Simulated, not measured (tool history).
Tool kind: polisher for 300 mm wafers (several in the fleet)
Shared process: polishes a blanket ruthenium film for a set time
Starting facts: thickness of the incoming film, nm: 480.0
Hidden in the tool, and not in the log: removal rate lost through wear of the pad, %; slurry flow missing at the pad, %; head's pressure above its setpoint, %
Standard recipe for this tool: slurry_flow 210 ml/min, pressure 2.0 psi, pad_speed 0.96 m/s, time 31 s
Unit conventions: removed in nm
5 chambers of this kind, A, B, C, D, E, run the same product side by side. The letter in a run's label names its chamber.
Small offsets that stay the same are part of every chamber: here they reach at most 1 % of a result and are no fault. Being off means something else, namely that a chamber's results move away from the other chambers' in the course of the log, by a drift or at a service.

run,hour,slurry_flow,pressure,pad_speed,time,wafers polished on this pad,hours since the slurry nozzle was cleaned,hours since the head pressure was calibrated,removed
# hour 2.9: chamber A: worn pad replaced by a new one
1A,5.6,210,2.0,0.96,31,35,600.4,930.7,28.717
2B,10.0,210,2.0,0.96,31,956,241.9,688.3,28.934
# hour 11.2: chamber B: worn pad replaced by a new one
3E,15.7,210,2.0,0.96,31,281,490.1,332.3,28.989
4C,19.6,210,2.0,0.96,31,638,43.5,1202.6,28.937
5D,23.5,210,2.0,0.96,31,681,718.1,147.5,28.900
6A,27.9,210,2.0,0.96,31,316,622.7,953.0,29.261
# hour 29.8: chamber C: head pressure recalibrated
7C,30.4,210,2.0,0.96,31,775,54.3,0.6,28.683
8D,35.9,280,2.0,0.96,31,838,730.5,159.9,30.262
# hour 40.5: chamber A: slurry nozzle cleaned
9B,40.5,280,2.0,0.96,31,370,272.4,718.8,30.125
10E,45.3,280,2.0,0.96,31,655,519.7,361.9,29.705
# hour 47.1: chamber C: worn pad replaced by a new one
11C,47.9,280,2.0,0.96,31,10,71.8,18.1,29.469
# hour 48.8: chamber D: worn pad replaced by a new one
12E,53.1,280,2.0,0.96,31,753,527.5,369.7,29.880
13A,57.1,210,2.0,0.96,31,685,16.7,982.2,29.000
14B,60.6,140,2.0,1.16,31,624,292.5,738.9,32.971
15D,63.9,140,2.0,1.16,31,191,758.5,187.9,33.137
16D,69.1,140,2.0,1.16,31,257,763.7,193.1,32.779
# hour 69.8: chamber E: slurry nozzle cleaned
17E,73.6,140,2.0,1.16,31,1012,3.8,390.2,32.428
# hour 74.9: chamber D: slurry nozzle cleaned
18B,76.3,140,2.0,1.16,31,823,308.2,754.6,33.149
19C,80.0,210,2.0,0.96,31,415,103.9,50.2,29.280
# hour 82.7: chamber B: slurry nozzle cleaned
# hour 83.3: chamber E: worn pad replaced by a new one
20A,83.7,210,2.0,0.96,31,1021,43.3,1008.8,28.982
21E,89.0,210,2.4,0.96,36,72,19.2,405.6,40.750
# hour 89.2: chamber A: worn pad replaced by a new one
22D,92.8,210,2.4,0.96,36,556,17.9,216.8,40.982
23B,97.8,210,2.4,0.96,36,1094,15.2,776.1,40.520
# hour 103.3: chamber B: worn pad replaced by a new one
24C,103.5,210,2.4,0.96,36,712,127.4,73.7,39.943
25A,106.5,210,2.4,0.96,36,218,66.1,1031.6,40.286
26D,110.7,210,2.0,0.96,31,782,35.8,234.7,29.087
27C,114.7,210,2.0,0.96,31,854,138.6,84.9,29.343
# hour 115.1: chamber C: worn pad replaced by a new one
28B,119.9,210,2.3,0.96,31,209,37.3,798.2,32.675
29A,125.3,210,2.3,0.96,31,456,84.9,1050.4,33.130
# hour 127.4: chamber D: worn pad replaced by a new one
30E,130.8,210,2.3,0.96,31,600,61.0,447.4,33.511
31B,134.8,210,2.3,0.96,31,398,52.2,813.1,33.217
32A,138.9,210,2.3,0.96,31,628,98.5,1064.0,33.799
33D,142.3,210,2.0,0.96,31,188,67.4,266.3,29.115
34E,145.7,210,2.0,0.96,31,788,75.9,462.3,28.524
35C,151.3,210,2.0,0.96,31,458,175.2,121.5,29.255
# hour 154.3: chamber B: head pressure recalibrated
36A,155.3,210,2.0,0.96,31,835,114.9,1080.4,28.995
# hour 156.5: chamber E: worn pad replaced by a new one
37B,160.0,210,2.0,0.96,31,716,77.4,5.7,29.634
38D,164.4,210,2.0,0.96,31,467,89.5,288.4,29.198
39E,169.6,210,2.0,0.96,31,165,99.8,486.2,29.242
40C,174.6,210,2.0,0.96,31,752,198.5,144.8,28.728
41B,178.9,210,2.0,0.96,31,955,96.3,24.6,29.571
42E,184.6,210,2.0,0.96,31,355,114.8,501.2,29.415

Has any chamber moved away from the others, gradually or after a service, or does the common gauge drift, or do the chambers differ only by their own small steady offsets? State the chamber and the most likely cause if one applies.

No chamber is off and the gauge is stable; the differences are just each chamber's small, constant offset.
